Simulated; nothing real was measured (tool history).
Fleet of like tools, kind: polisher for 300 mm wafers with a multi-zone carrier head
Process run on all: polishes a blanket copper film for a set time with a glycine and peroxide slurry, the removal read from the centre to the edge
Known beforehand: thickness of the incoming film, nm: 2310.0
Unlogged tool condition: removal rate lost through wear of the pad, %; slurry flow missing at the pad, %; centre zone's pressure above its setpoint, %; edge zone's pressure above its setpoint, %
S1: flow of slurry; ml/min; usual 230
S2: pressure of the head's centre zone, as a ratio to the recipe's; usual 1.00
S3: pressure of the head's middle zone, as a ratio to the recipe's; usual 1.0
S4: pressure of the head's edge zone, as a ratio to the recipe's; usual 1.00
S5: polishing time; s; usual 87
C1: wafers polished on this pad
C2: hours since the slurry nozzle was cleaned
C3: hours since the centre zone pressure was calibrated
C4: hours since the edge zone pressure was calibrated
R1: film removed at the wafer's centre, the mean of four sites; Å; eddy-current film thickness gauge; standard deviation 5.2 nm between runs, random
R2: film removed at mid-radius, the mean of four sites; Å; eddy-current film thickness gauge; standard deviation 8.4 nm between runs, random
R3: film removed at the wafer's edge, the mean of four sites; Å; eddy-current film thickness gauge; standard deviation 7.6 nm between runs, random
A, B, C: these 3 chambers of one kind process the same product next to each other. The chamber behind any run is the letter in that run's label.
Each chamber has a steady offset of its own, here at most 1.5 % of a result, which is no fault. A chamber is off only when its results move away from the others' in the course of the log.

run     day   S1    S2   S3    S4  S5    C1     C2      C3      C4      R1      R2      R3
 1A   0.546  230  1.00  1.0  1.00  87   845  343.7   472.7   299.0  5524.2  5477.5  5429.1
 2B   1.008  230  1.00  1.0  1.00  87   482  995.7   180.9   765.5  5666.1  5552.4  5653.2
 3C   1.438  230  1.00  1.0  1.00  87  1358   84.5  1162.1   275.5  5487.1  5463.2  5712.5
      1.554  -- chamber B: slurry nozzle cleaned
      1.625  -- chamber C: worn pad replaced by a new one
 4A   1.979  230  1.00  1.0  1.00  87  1183  378.1   507.1   333.4  5614.4  5499.7  5583.9
 5C   2.238  230  1.00  0.9  1.00  87   144  103.7  1181.3   294.7  5609.4  5104.2  5631.3
 6B   2.783  230  1.00  0.9  1.00  87   901   29.6   223.5   808.1  5702.5  5200.2  5621.1
      3.225  -- chamber A: worn pad replaced by a new one
 7A   3.267  230  1.00  0.9  1.00  87    10  409.0   538.0   364.3  5624.5  5177.2  5565.8
 8C   3.775  230  1.00  1.0  1.00  87   507  140.6  1218.2   331.6  5645.0  5651.2  5671.7
 9B   4.092  230  1.00  1.0  1.00  87  1210   61.0   254.9   839.5  5669.7  5772.0  5586.9
10A   4.542  230  1.00  1.0  1.00  87   311  439.6   568.6   394.9  5562.6  5707.5  5594.0
11C   5.088  230  1.00  1.0  1.00  87   817  172.1  1249.7   363.1  5606.7  5704.7  5593.5
12B   5.529  230  1.00  1.0  1.00  87  1549   95.5   289.4   874.0  5615.2  5660.5  5652.2
13C   5.938  230  1.00  1.0  1.00  87  1018  192.5  1270.1   383.5  5670.8  5638.4  5609.3
14B   6.400  230  1.00  1.0  1.00  87  1755  116.4   310.3   894.9  5521.6  5608.6  5624.8
      6.675  -- chamber C: worn pad replaced by a new one
15A   6.921  230  1.00  1.0  1.00  87   873  496.7   625.7   452.0  5621.9  5621.5  5573.5
16C   7.438  230  1.00  1.0  1.00  87   180  228.5  1306.1   419.5  5524.5  5695.3  5682.2
17A   7.942  230  1.00  1.0  1.04  87  1114  521.2   650.2   476.5  5692.0  5810.6  5716.0
18B   8.379  230  1.00  1.0  1.04  87  2222  163.9   357.8   942.4  5515.0  5594.0  5749.7
19A   8.738  230  1.00  1.0  1.04  87  1302  540.3   669.3   495.6  5663.3  5610.1  5705.4
      8.871  -- chamber A: worn pad replaced by a new one
20B   9.096  230  1.00  1.0  1.00  87  2392  181.1   375.0   959.6  5509.9  5524.1  5401.8
      9.304  -- chamber A: centre zone pressure recalibrated
21C   9.546  230  1.00  1.0  1.00  87   678  279.1  1356.7   470.1  5627.0  5483.0  5853.7
22C  10.029  230  0.94  1.0  1.00  96   792  290.7  1368.3   481.7  5784.9  6110.5  6229.8
23B  10.508  230  0.94  1.0  1.00  96  2725  215.0   408.9   993.5  5601.6  5968.4  6047.8
24A  10.779  230  0.94  1.0  1.00  96   450  589.3    35.4   544.6  5753.6  6270.5  6158.2
25B  11.317  230  1.00  1.0  1.00  87  2916  234.4   428.3  1012.9  5421.5  5365.2  5485.8
26A  11.671  230  1.00  1.0  1.00  87   661  610.7    56.8   566.0  5476.7  5673.9  5602.4
     11.908  -- chamber A: slurry nozzle cleaned
27C  12.004  230  1.00  1.0  1.00  87  1258  338.1  1415.7   529.1  5652.5  5703.2  5748.1
28A  12.296  230  1.00  1.0  1.07  87   809    9.3    71.8   581.0  5510.2  5649.0  5636.3
29B  12.729  230  1.00  1.0  1.07  87  3250  268.3   462.2  1046.8  5312.6  5284.2  5487.5
     13.021  -- chamber C: worn pad replaced by a new one
30C  13.154  230  1.00  1.0  1.07  87    31  365.7  1443.3   556.7  5652.0  5825.2  5785.3

Is one chamber off against the others, does the gauge drift, or is nothing wrong? If a chamber is off, say which, and what the likeliest cause is.

One chamber, B, drifts off from the rest bit by bit.
Likeliest cause: removal rate lost through wear of the pad, % = 5.23.
With only this log, it may be confused with: slurry flow missing at the pad, %.

Below are 4 candidate recipes for chamber B's next run, each the usual settings with a change, their results shown as question marks. Which of them brings B's results back in line with what the other chambers give on the usual settings?
Maximum distance from the other chambers' mean on the usual settings for a result to count as in line: R1 180.0 Å; R2 290.0 Å; R3 270.0 Å
31B-1  13.554  230  0.99  1.0  1.01  92                   ?   ?   ?
31B-2  13.554  230  1.01  1.0  0.99  77                   ?   ?   ?
31B-3  13.554  230  1.01  1.0  0.99  82                   ?   ?   ?
31B-4  13.554  230  0.99  1.0  1.01  97                   ?   ?   ?

On the usual settings, the other chambers give on average: R1 5596.6 Å; R2 5620.4 Å; R3 5625.1 Å
  run      R1      R2      R3
31B-1  5587.5  5536.2  5651.7
31B-2  4780.4  4633.2  4680.2
31B-3  5090.8  4934.0  4984.1
31B-4  5891.2  5837.1  5958.8
31B-1 brings the chamber back in line.

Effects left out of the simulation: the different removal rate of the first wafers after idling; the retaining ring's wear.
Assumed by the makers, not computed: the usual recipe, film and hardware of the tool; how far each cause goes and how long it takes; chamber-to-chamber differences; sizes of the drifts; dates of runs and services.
